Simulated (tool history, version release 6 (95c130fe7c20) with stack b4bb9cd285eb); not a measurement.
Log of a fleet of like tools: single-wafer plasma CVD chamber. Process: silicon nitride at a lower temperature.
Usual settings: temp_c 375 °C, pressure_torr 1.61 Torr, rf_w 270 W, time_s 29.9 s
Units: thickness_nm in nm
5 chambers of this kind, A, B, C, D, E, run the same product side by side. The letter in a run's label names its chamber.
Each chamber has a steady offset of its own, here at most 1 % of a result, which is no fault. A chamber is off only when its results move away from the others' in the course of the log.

run	hour	temp_c	pressure_torr	rf_w	time_s	read-back reference wafer on the same gauge, thickness_nm	thickness_nm
1B	7	375	1.61	270	29.9	37.595	32.522
2A	19.8	375	1.61	270	29.9	37.602	32.355
3D	29.9	375	1.61	270	29.9	37.588	32.633
# hour 31.5: chamber E: thermocouple changed; heater temperature recalibrated
4C	36.8	375	1.61	270	29.9	37.603	32.346
5E	49.1	375	1.61	270	29.9	37.591	32.393
6D	59.4	375	1.61	270	29.9	37.609	32.643
# hour 67.6: chamber B: capacitance manometer re-zeroed and calibrated
7E	72.7	375	1.61	270	29.9	37.573	32.352
# hour 79.7: chamber A: capacitance manometer re-zeroed and calibrated
8C	85.6	375	1.61	270	29.9	37.618	32.5
9A	94.7	375	1.61	270	29.9	37.598	32.444
10B	106.1	375	1.61	270	29.9	37.619	32.59
11D	117.6	375	1.61	270	29.9	37.609	32.561
12B	128	375	1.61	270	29.9	37.594	32.676
13C	141.3	375	1.61	270	29.9	37.622	32.539
14E	152.8	375	1.61	270	29.9	37.577	32.381
15A	166	375	1.61	270	29.9	37.605	32.481
16B	180.2	375	1.95	270	29.9	37.571	34.48
17D	186.9	375	1.95	270	29.9	37.598	34.424
18A	200.6	375	1.95	270	29.9	37.602	34.291
19E	211.4	375	1.95	270	29.9	37.622	33.971
20C	221.2	375	1.95	270	29.9	37.604	34.32
21E	229.2	375	1.61	270	29.9	37.611	32.399
22D	242.7	365	1.23	270	29.9	37.597	30.33
23A	249	365	1.23	270	29.9	37.598	30.281
# hour 255.1: chamber C: RF generator calibrated
24B	260.9	365	1.23	270	29.9	37.577	30.222
25C	273	365	1.23	270	29.9	37.599	30.122
26E	280	365	1.23	270	29.9	37.587	30.133
27C	289.2	375	1.61	270	29.9	37.614	32.556
# hour 290.7: chamber D: thermocouple changed; heater temperature recalibrated
28A	302.4	375	1.61	270	29.9	37.574	32.407
29B	315.9	375	1.61	270	29.9	37.584	32.507
30D	327.3	375	1.61	270	29.9	37.593	32.851
31E	339.2	375	1.61	270	29.9	37.62	32.31
32A	350.6	375	1.61	270	29.9	37.609	32.569
33B	358.8	375	1.61	270	29.9	37.586	32.675
34C	365.9	390	1.61	305	29.9	37.606	34.916
35D	377.6	390	1.61	305	29.9	37.594	35.162

All 5 chambers run these settings next. Forecast each chamber's results:
36A	387.8	375	1.61	270	29.9		?
36B	387.8	375	1.61	270	29.9		?
36C	387.8	375	1.61	270	29.9		?
36D	387.8	375	1.61	270	29.9		?
36E	387.8	375	1.61	270	29.9		?

run	thickness_nm
36A	32.526
36B	32.435
36C	32.333
36D	32.807
36E	32.259
